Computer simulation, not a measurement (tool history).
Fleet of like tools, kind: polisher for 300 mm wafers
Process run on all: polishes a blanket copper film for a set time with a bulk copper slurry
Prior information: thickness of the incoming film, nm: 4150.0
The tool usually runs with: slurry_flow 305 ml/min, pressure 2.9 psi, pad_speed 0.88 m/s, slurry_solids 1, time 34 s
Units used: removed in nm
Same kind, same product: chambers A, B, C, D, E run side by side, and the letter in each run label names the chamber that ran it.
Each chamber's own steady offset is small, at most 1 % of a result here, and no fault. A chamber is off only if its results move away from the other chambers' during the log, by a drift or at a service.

run   hour  slurry_flow  pressure  pad_speed  slurry_solids  time  removed
 1C    8.6          305       2.9       0.88              1    34   303.02
      11.9  -- chamber A: worn pad replaced by a new one
      13.4  -- chamber E: worn pad replaced by a new one
 2A   16.2          305       2.9       0.88              1    34   298.84
      21.4  -- chamber E: slurry blender recalibrated
 3E   21.4          305       2.9       0.88              1    34   309.36
      30.4  -- chamber D: worn pad replaced by a new one
 4B   32.3          305       2.9       0.88              1    34   308.39
      36.1  -- chamber E: head pressure recalibrated
      37.1  -- chamber C: worn pad replaced by a new one
 5D   38.5          305       2.9       0.88              1    34   304.32
 6B     46          305       2.9       0.88              1    34   302.85
 7E   53.7          305       2.9       0.88              1    34   311.75
        61  -- chamber B: slurry nozzle cleaned
 8C   64.7          305       2.9       0.88              1    34   302.66
 9D   74.9          305       2.9       0.88              1    44   395.36
        75  -- chamber B: worn pad replaced by a new one
      78.1  -- chamber E: worn pad replaced by a new one
10A   84.5          305       2.9       0.88              1    44   386.47
      84.8  -- chamber A: worn pad replaced by a new one
11B   91.9          305       2.9       0.88              1    44   397.84
      92.8  -- chamber E: slurry nozzle cleaned
      93.7  -- chamber D: worn pad replaced by a new one
12A   99.5          305       2.9       0.88              1    44   405.27
     103.2  -- chamber C: worn pad replaced by a new one
     105.1  -- chamber A: slurry blender recalibrated
13D  107.9          305       2.9       0.88              1    44   394.63
14E  119.2          260       3.5       0.88              1    34   365.65
15C  128.6          260       3.5       0.88              1    34   355.65
     134.2  -- chamber C: slurry nozzle cleaned
16B  138.6          260       3.5       0.88              1    34   356.31
17C  146.5          260       3.5       0.88              1    34   362.13
     150.7  -- chamber D: slurry blender recalibrated
18D  152.3          260       3.5       0.88              1    34   359.66
     154.2  -- chamber E: worn pad replaced by a new one
     155.9  -- chamber A: worn pad replaced by a new one
19E  162.5          375       2.9       0.88              1    30    282.4
     163.4  -- chamber D: worn pad replaced by a new one
     169.9  -- chamber B: worn pad replaced by a new one
20A  173.1          375       2.9       0.88              1    30   273.17
21C  178.2          375       2.9       0.88              1    30   274.83
     181.9  -- chamber C: worn pad replaced by a new one
22A  186.4          375       2.9       0.88              1    30   273.63
23E  191.4          375       2.9       0.88              1    30   274.81
24B  202.2          305         2       0.88              1    40   246.05
25D  212.2          305         2       0.88              1    40   250.15
     212.7  -- chamber B: slurry blender recalibrated
     216.9  -- chamber E: worn pad replaced by a new one
26D  217.8          305         2       0.88              1    40    246.3
     218.1  -- chamber A: worn pad replaced by a new one
27C  224.3          305         2       0.88              1    40   243.54
28E  229.7          305         2       0.88              1    40   244.32
       235  -- chamber D: slurry nozzle cleaned
     239.4  -- chamber D: worn pad replaced by a new one
29A  240.4          305       2.9       0.88              1    34   300.74
     246.1  -- chamber B: worn pad replaced by a new one
30B  251.4          305       2.9       0.88              1    34    302.4
     258.5  -- chamber C: worn pad replaced by a new one
31D  259.3          305       2.9       0.88              1    34   300.15
     268.7  -- chamber E: slurry blender recalibrated
32B  269.6          305       2.9       0.88              1    34    308.3
33C  276.5          205       2.9       0.88              1    34   289.73
     276.7  -- chamber A: head pressure recalibrated
     278.8  -- chamber A: worn pad replaced by a new one
34A  286.1          205       2.9       0.88              1    34   296.62
     288.4  -- chamber E: worn pad replaced by a new one
35E  291.5          205       2.9       0.88              1    34   288.91
36D  299.8          205       2.9       0.88              1    34   295.49
37C  305.9          205       2.9       0.88              1    34   286.46
38B  314.3          305       2.9       0.88              1    34   292.31
39E    324          305       3.8       0.88              1    38   462.68
     329.7  -- chamber A: slurry nozzle cleaned
40A    334          305       3.8       0.88              1    38   441.85
41E  343.6          305       3.8       0.88              1    38   441.18

Does one chamber stand apart from the rest, does the shared gauge drift, or is all well apart from small per-chamber offsets? Give the chamber and the most likely cause, where there is one.

No chamber stands off beyond its own small offset, and the gauge holds steady.

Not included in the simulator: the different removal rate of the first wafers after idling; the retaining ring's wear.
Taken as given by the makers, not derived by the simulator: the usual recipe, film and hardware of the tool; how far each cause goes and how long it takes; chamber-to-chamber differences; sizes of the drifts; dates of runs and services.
